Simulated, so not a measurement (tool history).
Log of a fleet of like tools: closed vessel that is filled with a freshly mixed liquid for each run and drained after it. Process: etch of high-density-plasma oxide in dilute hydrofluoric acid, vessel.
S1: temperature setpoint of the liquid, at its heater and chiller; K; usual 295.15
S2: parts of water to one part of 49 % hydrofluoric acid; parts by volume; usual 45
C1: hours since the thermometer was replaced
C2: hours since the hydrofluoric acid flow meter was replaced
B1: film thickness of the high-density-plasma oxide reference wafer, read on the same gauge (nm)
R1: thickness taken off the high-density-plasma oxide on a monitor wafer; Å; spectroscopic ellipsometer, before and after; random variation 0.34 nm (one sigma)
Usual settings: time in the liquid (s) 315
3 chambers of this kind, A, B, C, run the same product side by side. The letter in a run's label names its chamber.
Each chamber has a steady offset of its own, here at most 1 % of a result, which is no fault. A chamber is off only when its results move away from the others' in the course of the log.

{"run": "1A", "hour": 10.6, "S1": 295.15, "S2": 45, "time in the liquid (s)": 315, "C1": 174.4, "C2": 319.3, "B1": 129.99, "R1": 353.22}
{"run": "2B", "hour": 18.9, "S1": 295.15, "S2": 45, "time in the liquid (s)": 315, "C1": 1009.4, "C2": 973, "B1": 130, "R1": 356.23}
{"run": "3C", "hour": 27.9, "S1": 295.15, "S2": 45, "time in the liquid (s)": 315, "C1": 69.6, "C2": 199.3, "B1": 129.99, "R1": 361.72}
{"run": "4A", "hour": 36.4, "S1": 295.15, "S2": 45, "time in the liquid (s)": 315, "C1": 200.2, "C2": 345.1, "B1": 130, "R1": 347.84}
{"run": "5C", "hour": 47.4, "S1": 290.65, "S2": 45, "time in the liquid (s)": 315, "C1": 89.1, "C2": 218.8, "B1": 130.02, "R1": 299.16}
{"run": "6B", "hour": 57.2, "S1": 290.65, "S2": 45, "time in the liquid (s)": 315, "C1": 1047.7, "C2": 1011.3, "B1": 130.02, "R1": 293.2}
{"run": "7C", "hour": 66.0, "S1": 290.65, "S2": 45, "time in the liquid (s)": 315, "C1": 107.7, "C2": 237.4, "B1": 130, "R1": 292.83}
{"run": "8A", "hour": 72.8, "S1": 295.15, "S2": 45, "time in the liquid (s)": 315, "C1": 236.6, "C2": 381.5, "B1": 130, "R1": 348.87}
{"run": "9B", "hour": 82.0, "S1": 295.15, "S2": 45, "time in the liquid (s)": 315, "C1": 1072.5, "C2": 1036.1, "B1": 129.98, "R1": 355.57}
{"run": "10B", "hour": 88.1, "S1": 295.15, "S2": 45, "time in the liquid (s)": 315, "C1": 1078.6, "C2": 1042.2, "B1": 130, "R1": 353.52}
{"run": "11A", "hour": 97.5, "S1": 295.15, "S2": 45, "time in the liquid (s)": 315, "C1": 261.3, "C2": 406.2, "B1": 129.98, "R1": 348.06}
{"run": "12C", "hour": 105.7, "S1": 295.15, "S2": 45, "time in the liquid (s)": 315, "C1": 147.4, "C2": 277.1, "B1": 130.01, "R1": 350.44}
{"hour": 108.5, "done": "chamber A: hydrofluoric acid flow meter replaced"}
{"run": "13C", "hour": 115.5, "S1": 295.15, "S2": 45, "time in the liquid (s)": 315, "C1": 157.2, "C2": 286.9, "B1": 129.98, "R1": 350.47}
{"run": "14A", "hour": 125.7, "S1": 295.15, "S2": 45, "time in the liquid (s)": 315, "C1": 289.5, "C2": 17.3, "B1": 130, "R1": 354.16}
{"run": "15B", "hour": 131.8, "S1": 295.15, "S2": 45, "time in the liquid (s)": 315, "C1": 1122.3, "C2": 1085.9, "B1": 130.02, "R1": 350.11}
{"run": "16B", "hour": 141.3, "S1": 295.15, "S2": 45, "time in the liquid (s)": 315, "C1": 1131.8, "C2": 1095.4, "B1": 129.98, "R1": 356.29}
{"run": "17A", "hour": 147.4, "S1": 295.15, "S2": 45, "time in the liquid (s)": 315, "C1": 311.2, "C2": 39, "B1": 130.02, "R1": 348.93}
{"run": "18C", "hour": 154.9, "S1": 295.15, "S2": 45, "time in the liquid (s)": 315, "C1": 196.6, "C2": 326.3, "B1": 130.03, "R1": 356.1}
{"hour": 160.8, "done": "chamber B: hydrofluoric acid flow meter replaced"}
{"run": "19C", "hour": 166.3, "S1": 295.15, "S2": 45, "time in the liquid (s)": 315, "C1": 208, "C2": 337.7, "B1": 130, "R1": 357.51}
{"run": "20A", "hour": 177.5, "S1": 295.15, "S2": 35, "time in the liquid (s)": 315, "C1": 341.3, "C2": 69.1, "B1": 130, "R1": 448.13}
{"run": "21B", "hour": 184.0, "S1": 295.15, "S2": 35, "time in the liquid (s)": 315, "C1": 1174.5, "C2": 23.2, "B1": 130, "R1": 464.54}
{"run": "22B", "hour": 194.9, "S1": 295.15, "S2": 35, "time in the liquid (s)": 315, "C1": 1185.4, "C2": 34.1, "B1": 130.04, "R1": 462.54}
{"run": "23A", "hour": 205.1, "S1": 295.15, "S2": 45, "time in the liquid (s)": 315, "C1": 368.9, "C2": 96.7, "B1": 129.97, "R1": 345.04}
{"run": "24C", "hour": 211.9, "S1": 295.15, "S2": 45, "time in the liquid (s)": 315, "C1": 253.6, "C2": 383.3, "B1": 129.98, "R1": 354.97}
{"run": "25A", "hour": 220.0, "S1": 295.15, "S2": 45, "time in the liquid (s)": 315, "C1": 383.8, "C2": 111.6, "B1": 130.01, "R1": 336.11}
{"run": "26B", "hour": 226.2, "S1": 295.15, "S2": 45, "time in the liquid (s)": 315, "C1": 1216.7, "C2": 65.4, "B1": 130.01, "R1": 357.53}
{"run": "27C", "hour": 237.0, "S1": 295.15, "S2": 45, "time in the liquid (s)": 315, "C1": 278.7, "C2": 408.4, "B1": 130.02, "R1": 348.12}
{"run": "28B", "hour": 247.3, "S1": 295.15, "S2": 35, "time in the liquid (s)": 315, "C1": 1237.8, "C2": 86.5, "B1": 129.98, "R1": 457.8}
{"run": "29A", "hour": 255.7, "S1": 295.15, "S2": 35, "time in the liquid (s)": 315, "C1": 419.5, "C2": 147.3, "B1": 130.01, "R1": 436.38}
{"run": "30C", "hour": 261.8, "S1": 295.15, "S2": 35, "time in the liquid (s)": 315, "C1": 303.5, "C2": 433.2, "B1": 130, "R1": 465.25}
{"run": "31A", "hour": 267.5, "S1": 295.15, "S2": 45, "time in the liquid (s)": 315, "C1": 431.3, "C2": 159.1, "B1": 130.02, "R1": 333.86}
{"run": "32C", "hour": 276.7, "S1": 295.15, "S2": 45, "time in the liquid (s)": 315, "C1": 318.4, "C2": 448.1, "B1": 130, "R1": 358.68}
{"run": "33B", "hour": 287.5, "S1": 295.15, "S2": 45, "time in the liquid (s)": 315, "C1": 1278, "C2": 126.7, "B1": 130.03, "R1": 355.06}
{"run": "34B", "hour": 298.6, "S1": 295.15, "S2": 45, "time in the liquid (s)": 315, "C1": 1289.1, "C2": 137.8, "B1": 130.03, "R1": 351.63}
{"run": "35A", "hour": 306.1, "S1": 295.15, "S2": 60, "time in the liquid (s)": 315, "C1": 469.9, "C2": 197.7, "B1": 129.99, "R1": 241.41}
{"run": "36C", "hour": 313.5, "S1": 295.15, "S2": 60, "time in the liquid (s)": 315, "C1": 355.2, "C2": 484.9, "B1": 130.04, "R1": 265.62}
{"run": "37A", "hour": 322.8, "S1": 295.15, "S2": 60, "time in the liquid (s)": 315, "C1": 486.6, "C2": 214.4, "B1": 129.99, "R1": 239.76}

What goes on in this fleet: one chamber off, a drifting gauge, or nothing beyond the chambers' own small offsets? Name the chamber and the cause, if any.

Chamber A drifts away from the others.
Cause: liquid colder than its thermometer reads (K) = 2.18.
The log may not tell that from: hydrofluoric acid flow below the setpoint (%).

Here are 4 candidates for chamber A's next run, each the usual settings with a change, their results left as question marks. Which one brings its results back in line with what the others give on the usual settings?
In line means no further than this from the other chambers' mean on the usual settings: R1 12 Å
{"run": "38A-1", "hour": 331.4, "S1": 295.15, "S2": 45, "time in the liquid (s)": 285, "R1": "?"}
{"run": "38A-2", "hour": 331.4, "S1": 295.15, "S2": 45, "time in the liquid (s)": 345, "R1": "?"}
{"run": "38A-3", "hour": 331.4, "S1": 295.65, "S2": 45, "time in the liquid (s)": 375, "R1": "?"}
{"run": "38A-4", "hour": 331.4, "S1": 294.65, "S2": 45, "time in the liquid (s)": 260, "R1": "?"}

The other chambers' mean on the usual settings: R1 354.19 Å
run=38A-1 R1=292.6
run=38A-2 R1=354.21
run=38A-3 R1=393.29
run=38A-4 R1=261.4
38A-2 brings the chamber back in line.

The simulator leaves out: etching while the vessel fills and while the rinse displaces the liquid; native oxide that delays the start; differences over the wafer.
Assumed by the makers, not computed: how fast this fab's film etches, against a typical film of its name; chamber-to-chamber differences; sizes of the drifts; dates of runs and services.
